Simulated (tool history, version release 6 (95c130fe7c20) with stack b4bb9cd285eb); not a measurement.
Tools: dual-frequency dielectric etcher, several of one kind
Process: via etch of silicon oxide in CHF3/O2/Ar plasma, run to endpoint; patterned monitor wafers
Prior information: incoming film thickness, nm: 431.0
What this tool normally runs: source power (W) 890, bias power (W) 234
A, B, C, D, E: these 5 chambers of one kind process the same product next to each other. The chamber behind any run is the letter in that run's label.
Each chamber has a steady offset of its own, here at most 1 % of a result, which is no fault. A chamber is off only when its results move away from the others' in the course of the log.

run   hour  source power (W)  bias power (W)  hours since the last wet clean  hours since the last source power generator calibration  hours since the last bias power generator calibration  endpoint time (s)
       4.5  -- chamber A: bias power generator calibrated
 1B    8.9               890             234                           272.3                                                   1174.7                                                  515.1             173.44
 2C     16               890             234                            31.1                                                    189.8                                                   1112             172.98
      24.3  -- chamber A: wet clean of the chamber
 3D   25.8               890             234                           137.2                                                   1611.3                                                   3275             169.64
 4A   32.7               890             234                             8.4                                                   1549.8                                                   28.2             170.88
 5E   42.2               890             234                           232.4                                                   1602.4                                                   1967             171.35
 6C   51.7               890             234                            66.8                                                    225.5                                                 1147.7             171.71
 7D   59.9               890             234                           171.3                                                   1645.4                                                 3309.1             170.04
 8A   65.8               890             234                            41.5                                                   1582.9                                                   61.3             171.27
 9E   75.6              1060             291                           265.8                                                   1635.8                                                 2000.4             148.66
10B   83.7              1060             291                           347.1                                                   1249.5                                                  589.9             149.96
11C   90.6              1060             291                           105.7                                                    264.4                                                 1186.6             149.21
12E   98.2              1060             291                           288.4                                                   1658.4                                                   2023             148.69
13B  105.8              1060             291                           369.2                                                   1271.6                                                    612             150.65
14A  111.6               890             234                            87.3                                                   1628.7                                                  107.1             171.81
15D  121.3               890             234                           232.7                                                   1706.8                                                 3370.5             170.57
16C  130.7               890             234                           145.8                                                    304.5                                                 1226.7             171.67
17E  139.3               890             234                           329.5                                                   1699.5                                                 2064.1             171.42
18B  145.9               890             234                           409.3                                                   1311.7                                                  652.1             173.56
     148.3  -- chamber E: wet clean of the chamber
19D    154               890             234                           265.4                                                   1739.5                                                 3403.2             169.53
20A  160.7               890             234                           136.4                                                   1677.8                                                  156.2             170.81
21C  167.7               890             234                           182.8                                                    341.5                                                 1263.7             171.32
22A  172.9               890             234                           148.6                                                     1690                                                  168.4              170.3
23D  177.3               890             234                           288.7                                                   1762.8                                                 3426.5             170.71
24B  185.7               890             234                           449.1                                                   1351.5                                                  691.9                173
25E  191.7               890             234                            43.5                                                   1751.9                                                 2116.5              164.2
26B    197               890             234                           460.4                                                   1362.8                                                  703.2             173.49
27A  206.6               890             234                           182.3                                                   1723.7                                                  202.1             172.02
28C  211.7               890             234                           226.8                                                    385.5                                                 1307.7             172.62
29E  220.1               890             234                            71.9                                                   1780.3                                                 2144.9             165.35
30D  225.8               890             234                           337.2                                                   1811.3                                                   3475             169.09
31A  233.7               890             234                           209.4                                                   1750.8                                                  229.2             171.71
32B  242.2               890             234                           505.6                                                     1408                                                  748.4             173.01

Next, every chamber runs the same settings. What will each give?
33A  249.3               890             234                                                                                                                                                                  ?
33B  249.3               890             234                                                                                                                                                                  ?
33C  249.3               890             234                                                                                                                                                                  ?
33D  249.3               890             234                                                                                                                                                                  ?
33E  249.3               890             234                                                                                                                                                                  ?

run  endpoint time (s)
33A             171.55
33B                173
33C             171.97
33D             170.04
33E             163.75
